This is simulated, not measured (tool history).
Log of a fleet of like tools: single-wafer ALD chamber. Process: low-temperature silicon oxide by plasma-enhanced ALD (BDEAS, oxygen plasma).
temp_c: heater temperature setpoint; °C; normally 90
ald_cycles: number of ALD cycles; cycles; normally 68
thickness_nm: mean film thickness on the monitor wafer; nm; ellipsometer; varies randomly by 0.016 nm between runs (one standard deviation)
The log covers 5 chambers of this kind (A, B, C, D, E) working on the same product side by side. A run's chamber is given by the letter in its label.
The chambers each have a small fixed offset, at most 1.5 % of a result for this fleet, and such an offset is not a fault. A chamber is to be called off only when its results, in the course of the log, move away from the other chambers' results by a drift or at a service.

run,hour,temp_c,ald_cycles,"read-back reference wafer on the same gauge, thickness_nm",thickness_nm
1B,13.7,90,68,10.604,10.035
2D,29.4,90,68,10.604,9.9731
3C,43,90,68,10.606,10.032
4A,53.6,90,68,10.606,9.972
5E,64.1,90,68,10.608,10.115
6B,71,96,78,10.614,11.261
7D,84.3,96,78,10.612,11.234
8E,95,96,78,10.615,11.38
9C,107.2,96,78,10.619,11.297
10A,120.3,96,78,10.619,11.204
11B,132,90,68,10.622,10.044
# hour 135.4: chamber C: thermocouple changed; heater temperature recalibrated
12C,141.4,90,68,10.618,10.009
13D,148.8,90,68,10.624,9.9696
14A,157.4,90,68,10.628,10.018
15E,170.3,90,68,10.628,10.119
16B,185.2,77,76,10.626,11.736
17A,195.8,77,76,10.633,11.701
18C,204.3,77,76,10.636,11.777
19E,212.7,77,76,10.636,11.823
20D,223.5,77,76,10.634,11.682
21E,238.7,90,68,10.638,10.127
22C,248.8,90,68,10.643,10.067
23A,263,90,68,10.643,10.03
24B,277.3,90,68,10.646,10.042
25D,288,102,55,10.647,7.7701
26D,303.3,102,55,10.649,7.7874
27C,310.7,102,55,10.653,7.874
28B,321.7,102,55,10.651,7.8451
29A,336.6,102,55,10.657,7.7969
30E,345.3,90,68,10.654,10.133
31C,355.3,90,68,10.653,10.099
32B,362.9,90,68,10.659,10.099
33E,378.5,90,68,10.66,10.149
34D,390.8,90,68,10.662,9.9911
35A,406.6,90,68,10.666,10.049
36C,420.5,90,68,10.665,10.099

Next, all 5 chambers run the settings below, one line each with question marks for the results. What does each chamber give?
37A,431.8,90,68,,?
37B,431.8,90,68,,?
37C,431.8,90,68,,?
37D,431.8,90,68,,?
37E,431.8,90,68,,?

run,thickness_nm
37A,10.068
37B,10.092
37C,10.08
37D,10.016
37E,10.165
